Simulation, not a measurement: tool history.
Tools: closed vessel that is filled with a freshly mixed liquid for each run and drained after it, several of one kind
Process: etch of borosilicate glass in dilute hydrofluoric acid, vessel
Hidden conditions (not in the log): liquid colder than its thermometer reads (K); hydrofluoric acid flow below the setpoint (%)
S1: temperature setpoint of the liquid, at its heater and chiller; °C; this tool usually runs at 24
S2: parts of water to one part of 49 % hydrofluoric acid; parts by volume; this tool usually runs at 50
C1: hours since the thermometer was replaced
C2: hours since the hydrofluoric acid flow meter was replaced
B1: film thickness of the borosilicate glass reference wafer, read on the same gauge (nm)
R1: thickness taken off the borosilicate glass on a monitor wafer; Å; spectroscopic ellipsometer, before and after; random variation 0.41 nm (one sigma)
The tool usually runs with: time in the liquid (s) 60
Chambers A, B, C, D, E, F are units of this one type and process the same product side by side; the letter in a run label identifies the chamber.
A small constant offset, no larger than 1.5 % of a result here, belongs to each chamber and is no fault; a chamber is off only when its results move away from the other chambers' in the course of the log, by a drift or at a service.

run 1C hour=3.5 | S1=24 S2=50 time_in_the_liquid_(s)=60 | C1=617.9 C2=1737.3 | B1=50.013 | R1=492.28
run 2E hour=5.9 | S1=24 S2=50 time_in_the_liquid_(s)=60 | C1=45.9 C2=779.8 | B1=50.009 | R1=491.05
run 3B hour=8.7 | S1=24 S2=50 time_in_the_liquid_(s)=60 | C1=164 C2=113.2 | B1=50.026 | R1=490.42
run 4D hour=11.4 | S1=24 S2=50 time_in_the_liquid_(s)=60 | C1=517.7 C2=1140.7 | B1=49.984 | R1=481.92
run 5F hour=13.4 | S1=24 S2=50 time_in_the_liquid_(s)=60 | C1=400.3 C2=1553 | B1=49.988 | R1=481.3
run 6A hour=15.9 | S1=24 S2=50 time_in_the_liquid_(s)=60 | C1=254 C2=365.1 | B1=50.043 | R1=488.11
run 7B hour=17.9 | S1=24 S2=50 time_in_the_liquid_(s)=60 | C1=173.2 C2=122.4 | B1=50.004 | R1=486.3
run 8D hour=20.8 | S1=24 S2=50 time_in_the_liquid_(s)=60 | C1=527.1 C2=1150.1 | B1=49.995 | R1=476.98
run 9E hour=23.8 | S1=24 S2=50 time_in_the_liquid_(s)=60 | C1=63.8 C2=797.7 | B1=49.986 | R1=499.08
run 10C hour=26.1 | S1=24 S2=50 time_in_the_liquid_(s)=60 | C1=640.5 C2=1759.9 | B1=49.975 | R1=490.36
run 11F hour=29.5 | S1=24 S2=50 time_in_the_liquid_(s)=60 | C1=416.4 C2=1569.1 | B1=50.023 | R1=474.62
run 12A hour=31.4 | S1=24 S2=50 time_in_the_liquid_(s)=60 | C1=269.5 C2=380.6 | B1=49.985 | R1=487.5
run 13E hour=35.5 | S1=24 S2=50 time_in_the_liquid_(s)=60 | C1=75.5 C2=809.4 | B1=50.033 | R1=498.45
run 14B hour=37.9 | S1=24 S2=50 time_in_the_liquid_(s)=60 | C1=193.2 C2=142.4 | B1=49.97 | R1=482.03
run 15C hour=40.4 | S1=24 S2=50 time_in_the_liquid_(s)=60 | C1=654.8 C2=1774.2 | B1=50.016 | R1=495.45
-- hour=41.3 chamber D: thermometer replaced
run 16D hour=42.6 | S1=24 S2=50 time_in_the_liquid_(s)=60 | C1=1.4 C2=1171.9 | B1=49.966 | R1=480.64
run 17A hour=44.6 | S1=24 S2=50 time_in_the_liquid_(s)=60 | C1=282.7 C2=393.8 | B1=49.969 | R1=480.21
run 18F hour=46.9 | S1=24 S2=50 time_in_the_liquid_(s)=60 | C1=433.8 C2=1586.5 | B1=50.021 | R1=478.2
run 19E hour=50 | S1=24 S2=70 time_in_the_liquid_(s)=75 | C1=90 C2=823.9 | B1=50 | R1=422.66
run 20B hour=52.8 | S1=24 S2=70 time_in_the_liquid_(s)=75 | C1=208.1 C2=157.3 | B1=49.984 | R1=419.14
run 21C hour=55.7 | S1=24 S2=70 time_in_the_liquid_(s)=75 | C1=670.1 C2=1789.5 | B1=49.983 | R1=420.95
run 22F hour=57.6 | S1=24 S2=70 time_in_the_liquid_(s)=75 | C1=444.5 C2=1597.2 | B1=49.975 | R1=414.51
run 23D hour=60.6 | S1=24 S2=70 time_in_the_liquid_(s)=75 | C1=19.4 C2=1189.9 | B1=49.946 | R1=415.96
run 24A hour=63.1 | S1=24 S2=70 time_in_the_liquid_(s)=75 | C1=301.2 C2=412.3 | B1=50.04 | R1=421.54
run 25B hour=66.1 | S1=24 S2=50 time_in_the_liquid_(s)=60 | C1=221.4 C2=170.6 | B1=49.999 | R1=484.25
run 26F hour=69.2 | S1=24 S2=50 time_in_the_liquid_(s)=60 | C1=456.1 C2=1608.8 | B1=49.996 | R1=472.41
run 27D hour=71.7 | S1=24 S2=50 time_in_the_liquid_(s)=60 | C1=30.5 C2=1201 | B1=49.987 | R1=485.78
run 28E hour=74.5 | S1=24 S2=50 time_in_the_liquid_(s)=60 | C1=114.5 C2=848.4 | B1=50.014 | R1=461.22
run 29C hour=78.1 | S1=24 S2=50 time_in_the_liquid_(s)=60 | C1=692.5 C2=1811.9 | B1=49.994 | R1=481.19
run 30A hour=80.2 | S1=24 S2=50 time_in_the_liquid_(s)=60 | C1=318.3 C2=429.4 | B1=50.013 | R1=479.73
run 31E hour=83.4 | S1=28.5 S2=35 time_in_the_liquid_(s)=60 | C1=123.4 C2=857.3 | B1=49.983 | R1=799.08
run 32A hour=86.4 | S1=28.5 S2=35 time_in_the_liquid_(s)=60 | C1=324.5 C2=435.6 | B1=50.038 | R1=850.18
run 33B hour=88.6 | S1=28.5 S2=35 time_in_the_liquid_(s)=60 | C1=243.9 C2=193.1 | B1=50.064 | R1=852.01
run 34D hour=91.6 | S1=28.5 S2=35 time_in_the_liquid_(s)=60 | C1=50.4 C2=1220.9 | B1=49.969 | R1=844.98
run 35C hour=93.9 | S1=28.5 S2=35 time_in_the_liquid_(s)=60 | C1=708.3 C2=1827.7 | B1=50.01 | R1=858.29
run 36F hour=96.9 | S1=28.5 S2=35 time_in_the_liquid_(s)=60 | C1=483.8 C2=1636.5 | B1=49.994 | R1=848.8
run 37E hour=100.9 | S1=24 S2=50 time_in_the_liquid_(s)=60 | C1=140.9 C2=874.8 | B1=50.029 | R1=449.7
run 38C hour=104.9 | S1=24 S2=50 time_in_the_liquid_(s)=60 | C1=719.3 C2=1838.7 | B1=49.994 | R1=482.48
run 39B hour=108.5 | S1=24 S2=50 time_in_the_liquid_(s)=60 | C1=263.8 C2=213 | B1=49.992 | R1=484.85

Next, every chamber runs the same settings. What will each give?
run 40A hour=111.6 | S1=24 S2=60 time_in_the_liquid_(s)=60 | R1=?
run 40B hour=111.6 | S1=24 S2=60 time_in_the_liquid_(s)=60 | R1=?
run 40C hour=111.6 | S1=24 S2=60 time_in_the_liquid_(s)=60 | R1=?
run 40D hour=111.6 | S1=24 S2=60 time_in_the_liquid_(s)=60 | R1=?
run 40E hour=111.6 | S1=24 S2=60 time_in_the_liquid_(s)=60 | R1=?
run 40F hour=111.6 | S1=24 S2=60 time_in_the_liquid_(s)=60 | R1=?

run=40A R1=398.01
run=40B R1=395.2
run=40C R1=398.29
run=40D R1=397.78
run=40E R1=357.35
run=40F R1=396.2
